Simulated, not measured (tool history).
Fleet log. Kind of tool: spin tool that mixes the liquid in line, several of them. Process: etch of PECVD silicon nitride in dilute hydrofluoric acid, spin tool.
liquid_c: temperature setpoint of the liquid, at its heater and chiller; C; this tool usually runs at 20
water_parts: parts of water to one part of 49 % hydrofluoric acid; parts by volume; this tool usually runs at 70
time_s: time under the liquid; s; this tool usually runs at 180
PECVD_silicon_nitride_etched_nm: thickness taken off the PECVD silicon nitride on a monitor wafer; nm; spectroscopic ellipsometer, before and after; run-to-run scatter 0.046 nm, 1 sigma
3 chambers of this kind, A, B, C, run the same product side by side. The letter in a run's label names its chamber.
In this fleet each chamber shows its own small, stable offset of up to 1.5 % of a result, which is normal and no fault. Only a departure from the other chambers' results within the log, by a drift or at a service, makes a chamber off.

run	hour	liquid_c	water_parts	time_s	hours since the thermometer was replaced	hours since the hydrofluoric acid flow meter was replaced	read-back film thickness of the PECVD silicon nitride reference wafer, read on the same gauge (nm)	PECVD_silicon_nitride_etched_nm
1A	8.2	20	70	180	1482	836.8	70.024	5.6657
2B	22.4	20	70	180	1718.7	254.1	70.004	5.7593
3C	34.2	20	70	180	1324.3	360.1	70.001	5.7271
4C	46	20	70	180	1336.1	371.9	69.993	5.7619
5A	56.8	20	70	180	1530.6	885.4	69.974	5.5357
6B	66.6	20	70	180	1762.9	298.3	69.986	5.8029
7C	79.6	20	70	180	1369.7	405.5	70	5.6354
8A	90.4	20	70	180	1564.2	919	69.986	5.5964
9B	97.6	20	70	180	1793.9	329.3	70.021	5.7421
10A	106.1	20	70	180	1579.9	934.7	69.995	5.6406
11C	113	20	70	180	1403.1	438.9	69.986	5.5273
12B	125.2	20	70	180	1821.5	356.9	69.989	5.6271
13C	137.3	18	90	180	1427.4	463.2	69.979	3.7989
14A	144.1	18	90	180	1617.9	972.7	70.022	3.8687
15B	151.5	18	90	180	1847.8	383.2	70.007	3.9025
16C	164	20	70	180	1454.1	489.9	69.991	5.4269
17B	170.8	20	70	180	1867.1	402.5	70.009	5.6997
18A	177.4	20	70	180	1651.2	1006	70.003	5.7363
19C	185.9	21.5	70	180	1476	511.8	69.969	5.9904
20B	198.5	21.5	70	180	1894.8	430.2	70.001	6.4161
21A	210.7	21.5	70	180	1684.5	1039.3	69.996	6.3061
22A	220.5	20	70	180	1694.3	1049.1	70.022	5.6447
23C	227.6	20	70	180	1517.7	553.5	70.034	5.2779
24B	234.8	20	70	180	1931.1	466.5	69.992	5.662
25A	244.7	25	70	100	1718.5	1073.3	70.006	4.4631
26C	254.7	25	70	100	1544.8	580.6	70.014	4.0861
27B	262.6	25	70	100	1958.9	494.3	69.982	4.4278
28C	271.8	20	70	180	1561.9	597.7	69.991	5.2534
29A	281.4	20	70	180	1755.2	1110	70.004	5.6815
30B	288.9	20	70	180	1985.2	520.6	69.987	5.7466
31B	295.6	20	70	180	1991.9	527.3	69.995	5.7423
32C	308.8	20	70	180	1598.9	634.7	70.01	5.1403
33A	315.4	20	70	180	1789.2	1144	70.013	5.6618

Each of the 3 chambers runs these same settings next. Fill in every chamber's results:
34A	325.7	20	40	180				?
34B	325.7	20	40	180				?
34C	325.7	20	40	180				?

run	PECVD_silicon_nitride_etched_nm
34A	9.8266
34B	9.9229
34C	8.8564

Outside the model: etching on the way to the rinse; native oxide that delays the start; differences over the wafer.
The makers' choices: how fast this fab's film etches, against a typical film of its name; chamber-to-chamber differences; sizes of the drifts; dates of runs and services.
